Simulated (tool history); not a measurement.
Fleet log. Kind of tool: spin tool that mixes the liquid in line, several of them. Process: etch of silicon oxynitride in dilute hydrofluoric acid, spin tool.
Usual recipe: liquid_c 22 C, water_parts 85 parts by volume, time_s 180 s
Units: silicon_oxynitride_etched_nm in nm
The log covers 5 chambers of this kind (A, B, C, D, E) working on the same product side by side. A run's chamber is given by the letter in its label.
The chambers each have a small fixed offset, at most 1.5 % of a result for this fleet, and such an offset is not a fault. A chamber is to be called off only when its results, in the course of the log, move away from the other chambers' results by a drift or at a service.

run   hour  liquid_c  water_parts  time_s  read-back film thickness of the silicon oxynitride reference wafer, read on the same gauge (nm)  silicon_oxynitride_etched_nm
 1A   10.3        22           85     180                                                                                           149.99                        3.0119
 2B   21.7        22           85     180                                                                                              150                        2.8872
 3D   33.3        22           85     180                                                                                           149.96                        2.9168
 4C   45.2        22           85     180                                                                                           150.03                        2.9295
 5E   51.5        22           85     180                                                                                           150.03                        2.9499
 6E   63.3        22           85     180                                                                                           150.02                        2.9654
 7B     74        22           85     180                                                                                           149.97                        2.8817
 8C     86        22           85     180                                                                                           150.03                        2.8993
 9A   96.9        22           85     180                                                                                              150                        2.9602
      97.5  -- chamber D: hydrofluoric acid flow meter replaced
10D  104.3        22           85     180                                                                                              150                        2.9565
11C  110.9        22           85     230                                                                                           149.97                        3.6844
12E  123.8        22           85     230                                                                                              150                        3.8115
     126.7  -- chamber A: thermometer replaced
     131.3  -- chamber C: hydrofluoric acid flow meter replaced
13A  132.1        22           85     230                                                                                              150                        3.8041
14D  142.5        22           85     230                                                                                           150.03                        3.7574
15B  150.7        22           85     230                                                                                           150.01                        3.6802
16B  162.5        18           85     100                                                                                           150.02                        1.2819
17D  175.1        18           85     100                                                                                           150.04                        1.3443
18A  183.5        18           85     100                                                                                           149.95                        1.3632
     194.1  -- chamber B: thermometer replaced
19C  194.9        18           85     100                                                                                           150.01                        1.3566
20E    207        18           85     100                                                                                           150.01                        1.3621
21E  213.8        22           85     180                                                                                              150                        2.9511
22C    225        22           60     180                                                                                           150.04                        4.2124
23D  236.8        22           60     180                                                                                           150.05                        4.2536
24A  249.3        22           60     180                                                                                           150.02                        4.3547
25B  259.5        22           60     180                                                                                           150.01                        4.0577
26E  272.1        22           60     180                                                                                           150.03                        4.2956
27D  282.8        22           85     180                                                                                           150.02                        2.9485
28A  291.7        22           85     180                                                                                           149.97                        2.9589
29B  300.9        22           85     180                                                                                           150.01                         2.805
30C  310.6        22           85     180                                                                                           150.04                        2.9665
31B  316.6        22           85     180                                                                                           149.99                        2.7836
32D  322.4        22           85     180                                                                                           150.02                        2.9178
33C  335.1        22           85     180                                                                                           149.91                        2.8981
34E    343        22           85     180                                                                                           149.97                        2.8933
35A  353.8        22           85     180                                                                                           149.95                        2.9816
36D  364.7        22           85     180                                                                                           150.03                        2.9699
37C    377        22           85     180                                                                                           150.02                         2.918
38E  389.4        22           85     180                                                                                           150.03                        2.9904
39A  396.8        22           85     180                                                                                           149.99                        2.9479
40B  408.5        22           85     180                                                                                           150.01                        2.6943
41D  415.3        22           85     180                                                                                              150                        2.9339
42B  425.6        22           85     180                                                                                           150.01                        2.6903

Predict what each chamber gives when all 5 of them run the settings below next.
43A  435.2        22           85     180                                                                                                                              ?
43B  435.2        22           85     180                                                                                                                              ?
43C  435.2        22           85     180                                                                                                                              ?
43D  435.2        22           85     180                                                                                                                              ?
43E  435.2        22           85     180                                                                                                                              ?

run  silicon_oxynitride_etched_nm
43A                        2.9903
43B                        2.6599
43C                        2.9429
43D                        2.9065
43E                        2.9503
